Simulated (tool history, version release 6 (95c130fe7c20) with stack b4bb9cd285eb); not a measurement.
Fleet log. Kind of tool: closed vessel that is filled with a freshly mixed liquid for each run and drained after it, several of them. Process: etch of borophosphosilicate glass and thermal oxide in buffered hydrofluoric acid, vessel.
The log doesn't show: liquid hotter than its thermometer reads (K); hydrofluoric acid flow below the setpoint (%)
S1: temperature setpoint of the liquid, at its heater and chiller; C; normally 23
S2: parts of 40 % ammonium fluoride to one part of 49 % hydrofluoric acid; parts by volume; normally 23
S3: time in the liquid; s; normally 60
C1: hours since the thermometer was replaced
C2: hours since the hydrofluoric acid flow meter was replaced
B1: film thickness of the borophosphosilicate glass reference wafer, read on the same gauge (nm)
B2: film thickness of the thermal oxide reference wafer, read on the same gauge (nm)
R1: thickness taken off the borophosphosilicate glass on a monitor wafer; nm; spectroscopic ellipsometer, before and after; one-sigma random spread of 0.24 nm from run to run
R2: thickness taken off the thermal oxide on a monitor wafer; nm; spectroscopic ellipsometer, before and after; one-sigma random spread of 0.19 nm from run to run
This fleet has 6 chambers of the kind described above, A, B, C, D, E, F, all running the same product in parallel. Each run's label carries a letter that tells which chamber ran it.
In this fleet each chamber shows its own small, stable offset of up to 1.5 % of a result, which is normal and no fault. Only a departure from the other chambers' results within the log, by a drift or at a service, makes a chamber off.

run,hour,S1,S2,S3,C1,C2,B1,B2,R1,R2
1E,5.1,23,23,60,183.6,1179.4,150,39.987,63.837,31.356
2B,16.6,23,23,60,234.6,1300.9,150.02,40,63.915,31.087
3A,25.3,23,23,60,428.9,337.9,150.01,40.003,62.921,31.032
4F,33.1,23,23,60,2241.4,465.8,150.01,40.004,63.767,30.996
5D,41.1,23,23,60,1159.4,271.2,149.99,40.003,64.033,30.714
6C,47.6,23,23,60,115.8,324,149.99,40,63.624,30.477
7D,56.9,23,23,60,1175.2,287,150.03,40.008,64.112,30.905
8B,67.2,23,23,60,285.2,1351.5,150.02,39.977,63.963,30.955
9C,77.8,23,23,60,146,354.2,149.96,40.023,63.574,30.275
10F,85.4,23,23,60,2293.7,518.1,150.02,39.997,64.123,31.18
11E,94.2,23,23,60,272.7,1268.5,150.02,40.009,64.248,31.141
12A,100,23,23,60,503.6,412.6,150.03,40.003,62.81,30.423
13E,110.4,23,23,60,288.9,1284.7,150,40,63.862,30.765
14C,119.9,23,23,60,188.1,396.3,150.01,39.964,63.631,30.739
15F,129.4,23,23,60,2337.7,562.1,150.01,39.986,64.222,30.921
16A,138.3,23,23,60,541.9,450.9,149.98,40.006,63.183,30.695
17B,149.9,23,23,60,367.9,1434.2,149.97,39.983,63.631,31.047
18D,160,23,23,60,1278.3,390.1,150,40.025,63.398,31.479
# hour 164.5: chamber E: hydrofluoric acid flow meter replaced
19E,171.5,23,14.5,85,350,7,150.01,40.004,138.62,66.966
# hour 176.1: chamber F: thermometer replaced
20F,178.2,23,14.5,85,2.1,610.9,149.97,40,137.26,67.092
21D,185.3,23,14.5,85,1303.6,415.4,150.03,40.013,138.08,67.623
22C,194.7,23,14.5,85,262.9,471.1,150.01,39.969,135.23,65.595
23A,203.6,23,14.5,85,607.2,516.2,150.02,39.993,136.79,66.599
# hour 203.8: chamber A: thermometer replaced
24B,211.4,23,14.5,85,429.4,1495.7,150.01,40.002,136.62,66.498
25E,221.6,23,23,60,400.1,57.1,149.99,40.038,64.536,30.897
# hour 221.9: chamber A: hydrofluoric acid flow meter replaced
26D,233,25.5,20,60,1351.3,463.1,150.02,39.97,80.568,39.527
27C,240.4,25.5,20,60,308.6,516.8,149.99,40,79.971,38.449
# hour 245.3: chamber C: hydrofluoric acid flow meter replaced
28A,250.4,25.5,20,60,46.7,28.6,149.97,39.993,79.646,38.706
29F,257,25.5,20,60,80.9,689.7,149.99,40.007,80.725,39.022
30B,262,25.5,20,60,480,1546.3,150,39.995,80.629,39.368
31D,270,25.5,20,60,1388.3,500.1,150.01,39.985,81.203,39.48
32C,281.7,23,23,60,349.9,36.4,149.99,39.985,63.45,30.695
33A,287.9,23,15.5,60,84.2,66.1,150.01,39.992,90.274,43.788
34F,298.6,23,15.5,60,122.5,731.3,150.01,39.999,91.51,44.297
35B,307.5,23,15.5,60,525.5,1591.8,150,39.986,90.572,43.822
36E,315.2,23,15.5,60,493.7,150.7,149.99,39.972,92.269,44.037

Predict what each chamber gives when all 6 of them run the settings below next.
37A,323.5,26,23,60,,,,,?,?
37B,323.5,26,23,60,,,,,?,?
37C,323.5,26,23,60,,,,,?,?
37D,323.5,26,23,60,,,,,?,?
37E,323.5,26,23,60,,,,,?,?
37F,323.5,26,23,60,,,,,?,?

run,R1,R2
37A,73.948,36.168
37B,74.979,36.761
37C,75.105,36.021
37D,75.004,36.747
37E,75.7,36.765
37F,75.165,36.52

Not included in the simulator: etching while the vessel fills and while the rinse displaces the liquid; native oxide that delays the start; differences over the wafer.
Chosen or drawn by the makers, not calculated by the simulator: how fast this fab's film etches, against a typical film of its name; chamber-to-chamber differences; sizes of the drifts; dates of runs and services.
